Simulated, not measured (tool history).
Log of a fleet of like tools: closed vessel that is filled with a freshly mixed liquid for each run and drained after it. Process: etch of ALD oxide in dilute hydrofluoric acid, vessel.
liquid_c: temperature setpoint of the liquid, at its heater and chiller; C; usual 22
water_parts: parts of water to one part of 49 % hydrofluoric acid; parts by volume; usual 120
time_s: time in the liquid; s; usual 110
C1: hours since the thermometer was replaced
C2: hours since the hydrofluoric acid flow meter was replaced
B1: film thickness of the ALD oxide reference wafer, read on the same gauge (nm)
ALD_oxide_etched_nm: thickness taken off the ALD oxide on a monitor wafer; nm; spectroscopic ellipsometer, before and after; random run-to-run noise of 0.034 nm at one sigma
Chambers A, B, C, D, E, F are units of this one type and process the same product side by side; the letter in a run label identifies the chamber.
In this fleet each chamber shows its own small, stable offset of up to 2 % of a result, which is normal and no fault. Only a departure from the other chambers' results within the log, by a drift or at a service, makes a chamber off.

Run 1F, hour 7.3: usual settings; C1 2031.6; C2 813.6; B1 70.010. Result: ALD_oxide_etched_nm 8.1036 nm.
Run 2C, hour 15.7: usual settings; C1 1365.7; C2 1124.0; B1 70.001. Result: ALD_oxide_etched_nm 8.1067 nm.
Run 3E, hour 22.9: usual settings; C1 412.4; C2 1228.8; B1 70.031. Result: ALD_oxide_etched_nm 8.2234 nm.
Run 4A, hour 29.9: usual settings; C1 1102.9; C2 529.0; B1 70.001. Result: ALD_oxide_etched_nm 7.9706 nm.
Run 5D, hour 37.2: usual settings; C1 1429.5; C2 312.8; B1 70.029. Result: ALD_oxide_etched_nm 8.1212 nm.
Run 6B, hour 41.9: usual settings; C1 1288.7; C2 68.6; B1 69.994. Result: ALD_oxide_etched_nm 8.1822 nm.
Run 7E, hour 46.3: usual settings but water_parts 100 parts by volume; C1 435.8; C2 1252.2; B1 69.959. Result: ALD_oxide_etched_nm 9.9664 nm.
Run 8B, hour 53.4: usual settings but water_parts 100 parts by volume; C1 1300.2; C2 80.1; B1 70.013. Result: ALD_oxide_etched_nm 10.0380 nm.
Run 9F, hour 59.6: usual settings but water_parts 100 parts by volume; C1 2083.9; C2 865.9; B1 69.991. Result: ALD_oxide_etched_nm 9.8675 nm.
Run 10A, hour 66.1: usual settings but water_parts 100 parts by volume; C1 1139.1; C2 565.2; B1 69.969. Result: ALD_oxide_etched_nm 9.7688 nm.
Run 11D, hour 72.3: usual settings but water_parts 100 parts by volume; C1 1464.6; C2 347.9; B1 70.034. Result: ALD_oxide_etched_nm 9.9325 nm.
Run 12C, hour 78.2: usual settings but water_parts 100 parts by volume; C1 1428.2; C2 1186.5; B1 70.001. Result: ALD_oxide_etched_nm 9.9573 nm.
Run 13A, hour 86.9: usual settings; C1 1159.9; C2 586.0; B1 70.027. Result: ALD_oxide_etched_nm 7.9512 nm.
Run 14F, hour 96.5: usual settings but liquid_c 25 C, time_s 130 s; C1 2120.8; C2 902.8; B1 70.047. Result: ALD_oxide_etched_nm 10.7760 nm.
Run 15E, hour 104.5: usual settings but liquid_c 25 C, time_s 130 s; C1 494.0; C2 1310.4; B1 69.938. Result: ALD_oxide_etched_nm 10.8070 nm.
Run 16D, hour 112.2: usual settings but liquid_c 25 C, time_s 130 s; C1 1504.5; C2 387.8; B1 70.008. Result: ALD_oxide_etched_nm 10.7680 nm.
Run 17C, hour 118.4: usual settings but liquid_c 25 C, time_s 130 s; C1 1468.4; C2 1226.7; B1 69.968. Result: ALD_oxide_etched_nm 10.7640 nm.
Run 18B, hour 125.2: usual settings but liquid_c 25 C, time_s 130 s; C1 1372.0; C2 151.9; B1 69.963. Result: ALD_oxide_etched_nm 10.7350 nm.
Run 19E, hour 134.9: usual settings but liquid_c 25 C, time_s 130 s; C1 524.4; C2 1340.8; B1 70.035. Result: ALD_oxide_etched_nm 10.8210 nm.
Run 20D, hour 143.0: usual settings; C1 1535.3; C2 418.6; B1 70.031. Result: ALD_oxide_etched_nm 8.1707 nm.
Run 21C, hour 148.5: usual settings; C1 1498.5; C2 1256.8; B1 69.985. Result: ALD_oxide_etched_nm 8.0424 nm.
Run 22A, hour 154.3: usual settings; C1 1227.3; C2 653.4; B1 70.008. Result: ALD_oxide_etched_nm 7.9984 nm.
Run 23F, hour 159.1: usual settings; C1 2183.4; C2 965.4; B1 69.979. Result: ALD_oxide_etched_nm 8.1470 nm.
At hour 160.3: chamber B: thermometer replaced.
Run 24B, hour 163.8: usual settings but water_parts 170 parts by volume; C1 3.5; C2 190.5; B1 70.019. Result: ALD_oxide_etched_nm 5.4244 nm.
Run 25C, hour 171.4: usual settings but water_parts 170 parts by volume; C1 1521.4; C2 1279.7; B1 69.998. Result: ALD_oxide_etched_nm 5.3905 nm.
Run 26A, hour 178.2: usual settings but water_parts 170 parts by volume; C1 1251.2; C2 677.3; B1 69.968. Result: ALD_oxide_etched_nm 5.3639 nm.
Run 27F, hour 187.8: usual settings but water_parts 170 parts by volume; C1 2212.1; C2 994.1; B1 69.973. Result: ALD_oxide_etched_nm 5.4215 nm.
Run 28D, hour 193.8: usual settings but water_parts 170 parts by volume; C1 1586.1; C2 469.4; B1 69.992. Result: ALD_oxide_etched_nm 5.4107 nm.
Run 29E, hour 200.2: usual settings but water_parts 170 parts by volume; C1 589.7; C2 1406.1; B1 70.012. Result: ALD_oxide_etched_nm 5.4913 nm.
Run 30B, hour 209.3: usual settings; C1 49.0; C2 236.0; B1 69.950. Result: ALD_oxide_etched_nm 8.1439 nm.
Run 31C, hour 215.2: usual settings; C1 1565.2; C2 1323.5; B1 70.025. Result: ALD_oxide_etched_nm 8.0572 nm.
Run 32A, hour 224.4: usual settings; C1 1297.4; C2 723.5; B1 70.007. Result: ALD_oxide_etched_nm 7.9394 nm.
Run 33D, hour 233.7: usual settings; C1 1626.0; C2 509.3; B1 69.981. Result: ALD_oxide_etched_nm 8.1178 nm.
Run 34E, hour 243.2: usual settings; C1 632.7; C2 1449.1; B1 70.017. Result: ALD_oxide_etched_nm 8.1668 nm.
Run 35F, hour 248.8: usual settings; C1 2273.1; C2 1055.1; B1 69.995. Result: ALD_oxide_etched_nm 8.0866 nm.
Run 36B, hour 255.4: usual settings; C1 95.1; C2 282.1; B1 70.028. Result: ALD_oxide_etched_nm 8.0647 nm.
Run 37D, hour 260.5: usual settings; C1 1652.8; C2 536.1; B1 70.035. Result: ALD_oxide_etched_nm 8.0749 nm.
Run 38B, hour 266.0: usual settings but liquid_c 25 C, water_parts 90 parts by volume; C1 105.7; C2 292.7; B1 69.998. Result: ALD_oxide_etched_nm 12.6430 nm.
Run 39C, hour 273.1: usual settings but liquid_c 25 C, water_parts 90 parts by volume; C1 1623.1; C2 1381.4; B1 70.049. Result: ALD_oxide_etched_nm 12.5970 nm.

What goes on in this fleet: one chamber off, a drifting gauge, or nothing beyond the chambers' own small offsets? Name the chamber and the cause, if any.

The fleet is healthy, with each chamber sitting at its usual small offset and no drift in the gauge.

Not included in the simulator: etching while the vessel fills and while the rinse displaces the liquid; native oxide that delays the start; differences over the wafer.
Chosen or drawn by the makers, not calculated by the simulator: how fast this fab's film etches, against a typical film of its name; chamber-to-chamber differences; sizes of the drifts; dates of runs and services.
